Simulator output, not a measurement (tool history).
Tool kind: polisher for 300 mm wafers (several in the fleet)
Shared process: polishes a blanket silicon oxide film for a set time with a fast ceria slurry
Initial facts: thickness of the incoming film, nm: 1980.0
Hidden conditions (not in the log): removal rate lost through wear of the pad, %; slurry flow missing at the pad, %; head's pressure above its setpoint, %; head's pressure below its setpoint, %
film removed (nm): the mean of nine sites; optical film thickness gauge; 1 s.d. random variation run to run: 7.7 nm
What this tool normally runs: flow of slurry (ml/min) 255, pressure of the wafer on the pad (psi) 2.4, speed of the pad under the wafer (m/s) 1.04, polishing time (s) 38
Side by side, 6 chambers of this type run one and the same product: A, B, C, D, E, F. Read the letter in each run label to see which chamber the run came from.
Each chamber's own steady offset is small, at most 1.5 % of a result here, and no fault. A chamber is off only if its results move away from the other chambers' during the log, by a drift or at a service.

run,hour,flow of slurry (ml/min),pressure of the wafer on the pad (psi),speed of the pad under the wafer (m/s),polishing time (s),wafers polished on this pad,hours since the slurry nozzle was cleaned,hours since the head pressure was calibrated,film removed (nm)
# hour 4.2: chamber E: slurry nozzle cleaned
1A,8,255,2.4,1.04,38,891,333.7,938.2,515.58
2E,16.2,255,2.4,1.04,38,414,12,412.6,503.5
3F,20.2,255,2.4,1.04,38,398,143.1,505.8,525.12
4B,25.8,255,2.4,1.04,38,363,175.5,983.4,505.37
5D,32.8,255,3.2,1.04,38,491,333.9,373.1,662.58
6C,39.9,255,3.2,1.04,38,742,181.7,425.1,673.86
# hour 41: chamber F: worn pad replaced by a new one
7C,47,255,3.2,1.04,38,810,188.8,432.2,650.04
8E,51,255,3.2,1.04,38,746,46.8,447.4,665.63
9A,56,255,3.2,1.04,38,1349,381.7,986.2,698.47
# hour 57.9: chamber A: head pressure recalibrated
# hour 59.8: chamber A: worn pad replaced by a new one
10D,61.4,255,3.2,1.04,38,763,362.5,401.7,660.81
# hour 61.6: chamber C: worn pad replaced by a new one
# hour 66.4: chamber F: head pressure recalibrated
11F,67.4,255,2.4,1.04,38,252,190.3,1.1,513.43
12B,74.8,255,2.4,1.04,38,830,224.5,1032.4,506.16
# hour 78.7: chamber B: head pressure recalibrated
13D,80.6,255,2.4,1.04,38,946,381.7,420.9,521.7
# hour 87.8: chamber E: worn pad replaced by a new one
14E,89.3,255,2,1.04,38,14,85.1,485.7,423.84
15F,96.1,255,2,1.04,38,525,219,29.8,434.5
# hour 98.3: chamber D: head pressure recalibrated
16C,100.3,255,2,1.04,38,369,242.1,485.5,420.04
# hour 106.8: chamber F: worn pad replaced by a new one
17A,107.7,255,2,1.04,38,457,433.4,49.8,428.5
18B,115.1,255,2,1.04,38,1214,264.8,36.5,429.94
# hour 121: chamber D: worn pad replaced by a new one
19B,122.2,255,2,1.04,38,1282,271.9,43.6,415.2
20E,126.7,255,2.4,1.04,38,371,122.5,523.1,521.04
21A,133.3,255,2.4,1.04,38,701,459,75.4,521.24
22F,138.4,325,2.8,1.04,38,301,261.3,72.1,623
# hour 139.1: chamber B: worn pad replaced by a new one
23C,143.7,325,2.8,1.04,38,783,285.5,528.9,588.09
24D,149.8,325,2.8,1.04,38,275,450.9,51.5,543.78
25B,155.3,325,2.8,1.04,38,154,305,76.7,630.55
26D,159.7,325,2.8,1.04,38,369,460.8,61.4,522.71
27E,163.9,325,2.8,1.04,38,726,159.7,560.3,602.27
28C,168.8,255,2.4,1.04,38,1022,310.6,554,515.37
# hour 170.1: chamber F: worn pad replaced by a new one
29A,173.6,255,2.4,1.04,38,1085,499.3,115.7,505.33
# hour 178.8: chamber C: worn pad replaced by a new one
30F,182.1,255,2.4,1.04,38,114,305,115.8,508.91
# hour 184: chamber E: worn pad replaced by a new one
31B,188.1,255,2.4,1.04,38,467,337.8,109.5,518.73
32F,196.1,255,2.4,1.04,38,248,319,129.8,522.99
33A,203,255,2.4,1.04,38,1365,528.7,145.1,522.82
34C,210.4,255,2.4,1.04,38,301,352.2,595.6,491.59
35E,217.3,255,2.4,1.04,38,318,213.1,613.7,508.89
# hour 218.1: chamber A: worn pad replaced by a new one
# hour 220.4: chamber D: slurry nozzle cleaned
36D,222.9,255,2.4,1.04,38,971,2.6,124.6,440.18
37C,228.1,255,2.4,0.82,38,470,369.9,613.3,394.06
# hour 228.6: chamber F: worn pad replaced by a new one
# hour 233.1: chamber B: slurry nozzle cleaned
38B,234.8,255,2.4,0.82,38,912,1.8,156.2,404.11
39F,242.1,255,2.4,0.82,38,129,365,175.8,408.59
40A,250.4,255,2.4,0.82,38,308,576.1,192.5,404.25
# hour 255.8: chamber D: worn pad replaced by a new one
41E,256.5,255,2.4,0.82,38,691,252.3,652.9,385.25
42D,262.6,255,2.4,0.82,38,64,42.3,164.3,339.17
# hour 267.2: chamber B: worn pad replaced by a new one
43D,271.3,255,2.4,1.04,38,147,51,173,450.91
44B,278,290,2.7,1.04,38,103,45,199.4,601.38

Decide between three cases: one chamber stands off from its peers, the gauge reading all wafers drifts, or nothing is wrong past each chamber's small offset. Where a chamber is off, say which and what most likely put it there.

The work done on chamber D during a service left it standing apart from the others.
Cause: head's pressure below its setpoint, % = 11.8.

Which of the 4 candidates below, each the usual settings with something changed and its results left as question marks, puts chamber D back in line with what the other chambers give on the usual settings?
To be in line, a result may differ from the other chambers' mean on the usual settings by at most: film removed (nm) 27
45D-1,284.1,250,2.4,1.04,33,,,,?
45D-2,284.1,260,2.4,1.18,38,,,,?
45D-3,284.1,255,2.4,1.02,37,,,,?
45D-4,284.1,255,2.4,1.08,38,,,,?

The other chambers' mean on the usual settings: film removed (nm) 513.74
run,film removed (nm)
45D-1,386.05
45D-2,507.39
45D-3,425.3
45D-4,462.88
45D-2 brings the chamber back in line.

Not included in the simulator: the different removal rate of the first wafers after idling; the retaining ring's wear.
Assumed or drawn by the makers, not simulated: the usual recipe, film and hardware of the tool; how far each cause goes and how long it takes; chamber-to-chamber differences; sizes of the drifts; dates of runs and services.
